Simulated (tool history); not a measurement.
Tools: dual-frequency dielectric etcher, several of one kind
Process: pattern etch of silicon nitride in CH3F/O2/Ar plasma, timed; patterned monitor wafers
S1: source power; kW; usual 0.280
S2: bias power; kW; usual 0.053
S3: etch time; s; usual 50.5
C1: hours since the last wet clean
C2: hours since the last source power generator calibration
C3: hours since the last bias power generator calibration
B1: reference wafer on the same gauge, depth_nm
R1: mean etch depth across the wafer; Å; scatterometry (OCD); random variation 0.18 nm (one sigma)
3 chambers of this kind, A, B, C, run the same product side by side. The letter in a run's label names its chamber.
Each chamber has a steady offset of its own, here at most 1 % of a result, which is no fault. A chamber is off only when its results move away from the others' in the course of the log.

run   hour     S1     S2    S3     C1      C2      C3      B1      R1
 1C    7.8  0.280  0.053  50.5   73.1  3709.6   100.9  32.613  275.69
 2B   13.5  0.280  0.053  50.5   93.3  2361.3  2955.3  32.630  279.02
 3A   21.4  0.280  0.053  50.5   53.1   322.0  2144.9  32.547  276.29
 4A   30.9  0.280  0.053  50.5   62.6   331.5  2154.4  32.569  275.19
 5C   38.2  0.280  0.053  50.5  103.5  3740.0   131.3  32.580  272.21
 6B   47.8  0.300  0.053  64.5  127.6  2395.6  2989.6  32.581  365.45
 7C   58.1  0.300  0.053  64.5  123.4  3759.9   151.2  32.605  368.18
 8B   68.5  0.300  0.053  64.5  148.3  2416.3  3010.3  32.605  363.03
 9A   73.5  0.280  0.053  50.5  105.2   374.1  2197.0  32.591  277.63
10A   78.6  0.280  0.053  50.5  110.3   379.2  2202.1  32.566  277.54
11B   88.5  0.280  0.053  50.5  168.3  2436.3  3030.3  32.628  276.20
12C   99.8  0.280  0.053  50.5  165.1  3801.6   192.9  32.573  277.09
13A  107.4  0.280  0.044  64.0  139.1   408.0  2230.9  32.622  329.47
14C  117.1  0.280  0.044  64.0  182.4  3818.9   210.2  32.661  329.95
15B  127.7  0.280  0.044  64.0  207.5  2475.5  3069.5  32.620  333.15
16A  135.9  0.280  0.053  50.5  167.6   436.5  2259.4  32.570  275.82
17C  145.7  0.280  0.053  50.5  211.0  3847.5   238.8  32.654  276.14
18B  151.4  0.280  0.053  50.5  231.2  2499.2  3093.2  32.621  274.61
19A  156.5  0.280  0.053  50.5  188.2   457.1  2280.0  32.568  277.81
20C  167.6  0.280  0.053  50.5  232.9  3869.4   260.7  32.557  279.27
21B  174.1  0.280  0.053  50.5  253.9  2521.9  3115.9  32.583  278.47
22C  184.9  0.280  0.053  50.5  250.2  3886.7   278.0  32.595  277.73
23A  195.3  0.280  0.044  38.5  227.0   495.9  2318.8  32.589  198.43
24B  204.4  0.280  0.044  38.5  284.2  2552.2  3146.2  32.587  200.60
25C  215.7  0.280  0.044  38.5  281.0  3917.5   308.8  32.609  200.33
26B  225.8  0.240  0.053  46.0  305.6  2573.6  3167.6  32.601  238.75
27A  234.4  0.240  0.053  46.0  266.1   535.0  2357.9  32.594  235.04
28A  241.5  0.240  0.053  46.0  273.2   542.1  2365.0  32.549  237.02
29B  251.6  0.280  0.053  50.5  331.4  2599.4  3193.4  32.631  276.99
30C  261.8  0.350  0.053  58.0  327.1  3963.6   354.9  32.614  345.47
     264.0  -- chamber B: bias power generator calibrated
31B  270.3  0.350  0.053  58.0  350.1  2618.1     6.3  32.606  348.98
32A  280.6  0.350  0.053  58.0  312.3   581.2  2404.1  32.666  341.44
33C  288.7  0.280  0.053  50.5  354.0  3990.5   381.8  32.644  280.39
34C  298.4  0.280  0.053  50.5  363.7  4000.2   391.5  32.616  276.54
35A  306.0  0.280  0.053  50.5  337.7   606.6  2429.5  32.640  277.79
36B  317.1  0.280  0.053  50.5  396.9  2664.9    53.1  32.594  278.23
37C  322.2  0.280  0.053  50.5  387.5  4024.0   415.3  32.577  277.22
38B  330.7  0.280  0.053  50.5  410.5  2678.5    66.7  32.557  275.43
39A  340.2  0.280  0.053  50.5  371.9   640.8  2463.7  32.555  279.79
40A  350.5  0.280  0.053  50.5  382.2   651.1  2474.0  32.664  275.34
41B  357.0  0.280  0.053  50.5  436.8  2704.8    93.0  32.630  277.52
42C  363.7  0.280  0.053  50.5  429.0  4065.5   456.8  32.563  279.20
43B  374.7  0.280  0.053  50.5  454.5  2722.5   110.7  32.612  278.25

Next, every chamber runs the same settings. What will each give?
44A  382.8  0.280  0.053  50.5                   ?
44B  382.8  0.280  0.053  50.5                   ?
44C  382.8  0.280  0.053  50.5                   ?

run      R1
44A  276.40
44B  277.84
44C  275.14
